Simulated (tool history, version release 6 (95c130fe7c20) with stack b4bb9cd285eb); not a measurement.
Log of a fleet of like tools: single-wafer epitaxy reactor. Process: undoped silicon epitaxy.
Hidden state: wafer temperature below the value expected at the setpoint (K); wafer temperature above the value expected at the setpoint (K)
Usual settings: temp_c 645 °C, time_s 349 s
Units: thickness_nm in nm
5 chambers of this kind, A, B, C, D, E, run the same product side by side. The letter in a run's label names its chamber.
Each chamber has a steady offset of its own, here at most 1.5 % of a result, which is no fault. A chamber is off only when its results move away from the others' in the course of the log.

run,hour,temp_c,time_s,hours since the last pyrometer calibration,"read-back reference wafer on the same gauge, thickness_nm",thickness_nm
1D,5.9,645,349,1614.0,59.413,51.962
2E,13.8,645,349,1335.4,59.413,51.785
# hour 16.1: chamber E: pyrometer calibrated
3C,18.2,645,349,1600.2,59.439,52.888
4A,21.8,645,349,176.1,59.400,52.229
5B,29.7,645,349,1211.2,59.477,52.526
6C,33.5,645,349,1615.5,59.462,52.495
7D,40.8,645,349,1648.9,59.436,52.496
8E,45.2,645,349,29.2,59.427,51.598
9A,51.4,645,349,205.7,59.365,52.465
10B,55.4,645,349,1236.9,59.315,53.113
11C,59.1,645,349,1641.1,59.463,52.840
12E,64.7,645,349,48.7,59.365,51.858
13D,71.6,645,349,1679.7,59.330,52.656
14A,78.5,645,349,232.8,59.422,52.132
15B,83.3,645,349,1264.8,59.322,52.749
16D,91.0,645,408,1699.1,59.434,60.958
# hour 92.5: chamber D: pyrometer calibrated
17E,97.8,645,408,81.8,59.441,60.717
18A,101.4,645,408,255.7,59.356,60.772
19B,106.1,645,408,1287.6,59.460,61.506
20C,112.1,645,408,1694.1,59.394,61.838
21A,119.3,645,349,273.6,59.376,51.891
22D,127.1,645,349,34.6,59.408,52.076
# hour 130.0: chamber B: pyrometer calibrated
23B,131.6,645,349,1.7,59.457,50.337
24C,136.3,645,349,1718.3,59.351,52.977
25E,141.1,645,349,125.1,59.340,51.597
26E,149.4,645,380,133.4,59.427,55.994
27C,156.5,645,380,1738.5,59.438,58.287
28D,160.8,645,380,68.3,59.322,56.621
29B,166.9,645,380,37.0,59.437,54.274
30A,172.5,645,380,326.8,59.420,56.806
31D,179.3,645,349,86.8,59.360,52.153
32C,186.8,645,349,1768.8,59.395,52.595
33E,194.9,645,349,178.9,59.442,51.728
34B,202.2,645,349,72.3,59.336,50.238
35A,208.6,645,349,362.9,59.356,51.989

What goes on in this fleet: one chamber off, a drifting gauge, or nothing beyond the chambers' own small offsets? Name the chamber and the cause, if any.

A service left chamber B off against the others.
Cause: wafer temperature below the value expected at the setpoint (K) = 2.3.

Here are 4 candidates for chamber B's next run, each the usual settings with a change, their results left as question marks. Which one brings its results back in line with what the others give on the usual settings?
In line means no further than this from the other chambers' mean on the usual settings: thickness_nm 0.920 nm
36B-1,214.6,642,341,,,?
36B-2,214.6,647,349,,,?
36B-3,214.6,649,349,,,?
36B-4,214.6,643,349,,,?

The other chambers' mean on the usual settings: thickness_nm 52.254 nm
run,thickness_nm
36B-1,46.017
36B-2,52.553
36B-3,54.891
36B-4,48.145
36B-2 brings the chamber back in line.

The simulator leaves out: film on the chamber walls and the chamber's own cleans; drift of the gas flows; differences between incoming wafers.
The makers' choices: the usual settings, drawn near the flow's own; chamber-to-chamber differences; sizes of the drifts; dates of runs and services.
